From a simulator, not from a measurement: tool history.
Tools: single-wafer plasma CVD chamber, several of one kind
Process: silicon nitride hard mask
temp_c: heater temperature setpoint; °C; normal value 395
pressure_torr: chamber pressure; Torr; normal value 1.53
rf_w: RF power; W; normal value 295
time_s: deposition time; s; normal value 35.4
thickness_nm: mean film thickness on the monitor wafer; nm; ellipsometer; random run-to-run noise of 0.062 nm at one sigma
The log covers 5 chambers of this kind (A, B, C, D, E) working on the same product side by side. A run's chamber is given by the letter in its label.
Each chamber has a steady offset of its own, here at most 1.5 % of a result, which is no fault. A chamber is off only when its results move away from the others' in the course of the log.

| run | hour | temp_c | pressure_torr | rf_w | time_s | hours since the last thermocouple change | hours since the last RF generator calibration | hours since the last manometer calibration | read-back reference wafer on the same gauge, thickness_nm | thickness_nm |
|---|---|---|---|---|---|---|---|---|---|---|
| 1E | 13.0 | 395 | 1.53 | 295 | 35.4 | 112.9 | 113.7 | 1339.3 | 47.392 | 39.474 |
| 2D | 25.3 | 395 | 1.53 | 295 | 35.4 | 881.5 | 710.4 | 1593.9 | 47.365 | 39.816 |
| 3C | 32.7 | 395 | 1.53 | 295 | 35.4 | 1648.1 | 548.1 | 227.4 | 47.355 | 40.199 |
| 4A | 44.1 | 395 | 1.53 | 295 | 35.4 | 1033.8 | 658.9 | 746.5 | 47.349 | 39.902 |
| 5B | 52.3 | 395 | 1.53 | 350 | 38.6 | 419.7 | 614.7 | 729.6 | 47.357 | 48.799 |
| 6E | 66.8 | 395 | 1.53 | 350 | 38.6 | 166.7 | 167.5 | 1393.1 | 47.352 | 47.810 |
| 7A | 78.2 | 395 | 1.53 | 350 | 38.6 | 1067.9 | 693.0 | 780.6 | 47.319 | 48.523 |
| 8C | 89.2 | 395 | 1.53 | 350 | 38.6 | 1704.6 | 604.6 | 283.9 | 47.295 | 48.985 |
| 9D | 98.6 | 395 | 1.53 | 350 | 38.6 | 954.8 | 783.7 | 1667.2 | 47.311 | 48.145 |
| 10B | 107.1 | 395 | 1.53 | 295 | 35.4 | 474.5 | 669.5 | 784.4 | 47.317 | 39.991 |
| 11A | 117.5 | 395 | 1.53 | 295 | 35.4 | 1107.2 | 732.3 | 819.9 | 47.291 | 39.732 |
| 12D | 126.0 | 381 | 1.53 | 295 | 35.4 | 982.2 | 811.1 | 1694.6 | 47.301 | 39.906 |
| 13E | 133.1 | 381 | 1.53 | 295 | 35.4 | 233.0 | 233.8 | 1459.4 | 47.292 | 39.610 |
| 14B | 148.5 | 381 | 1.53 | 295 | 35.4 | 515.9 | 710.9 | 825.8 | 47.259 | 40.225 |
| 15C | 155.2 | 381 | 1.53 | 295 | 35.4 | 1770.6 | 670.6 | 349.9 | 47.250 | 40.245 |
| 16D | 163.1 | 381 | 1.53 | 295 | 35.4 | 1019.3 | 848.2 | 1731.7 | 47.253 | 39.925 |
| 17E | 169.7 | 395 | 1.53 | 295 | 35.4 | 269.6 | 270.4 | 1496.0 | 47.238 | 39.252 |
| 18C | 180.9 | 409 | 1.53 | 275 | 35.4 | 1796.3 | 696.3 | 375.6 | 47.226 | 37.857 |
| 19B | 193.3 | 409 | 1.53 | 275 | 35.4 | 560.7 | 755.7 | 870.6 | 47.213 | 37.915 |
|  | 200.4 | chamber B: capacitance manometer re-zeroed and calibrated |
| 20A | 203.1 | 409 | 1.53 | 275 | 35.4 | 1192.8 | 817.9 | 905.5 | 47.223 | 37.668 |
| 21A | 210.4 | 409 | 1.53 | 275 | 35.4 | 1200.1 | 825.2 | 912.8 | 47.191 | 37.636 |
|  | 211.6 | chamber E: capacitance manometer re-zeroed and calibrated |
| 22C | 224.4 | 409 | 1.53 | 275 | 35.4 | 1839.8 | 739.8 | 419.1 | 47.214 | 37.994 |
|  | 228.5 | chamber D: capacitance manometer re-zeroed and calibrated |
| 23E | 239.1 | 395 | 1.53 | 295 | 35.4 | 339.0 | 339.8 | 27.5 | 47.177 | 39.266 |
| 24D | 248.3 | 395 | 1.53 | 295 | 35.4 | 1104.5 | 933.4 | 19.8 | 47.169 | 39.523 |
| 25B | 261.6 | 395 | 1.53 | 295 | 35.4 | 629.0 | 824.0 | 61.2 | 47.147 | 40.066 |
| 26A | 270.1 | 395 | 1.53 | 295 | 35.4 | 1259.8 | 884.9 | 972.5 | 47.148 | 39.677 |
| 27D | 276.8 | 395 | 1.53 | 295 | 35.4 | 1133.0 | 961.9 | 48.3 | 47.150 | 39.568 |
| 28C | 283.5 | 395 | 1.53 | 295 | 35.4 | 1898.9 | 798.9 | 478.2 | 47.150 | 40.000 |
| 29E | 297.9 | 395 | 1.53 | 295 | 35.4 | 397.8 | 398.6 | 86.3 | 47.123 | 39.097 |
| 30B | 311.7 | 395 | 1.53 | 295 | 35.4 | 679.1 | 874.1 | 111.3 | 47.125 | 39.889 |
| 31E | 319.3 | 395 | 1.53 | 295 | 35.4 | 419.2 | 420.0 | 107.7 | 47.111 | 39.226 |

One chamber off, gauge drift, or nothing amiss beyond the chambers' own small offsets? If it is a chamber, which one, and what is the likeliest cause?

Every chamber seems to shift together because the gauge that measures them all drifts; the chambers themselves are fine.
Cause: gauge reads low (%) = 0.638.
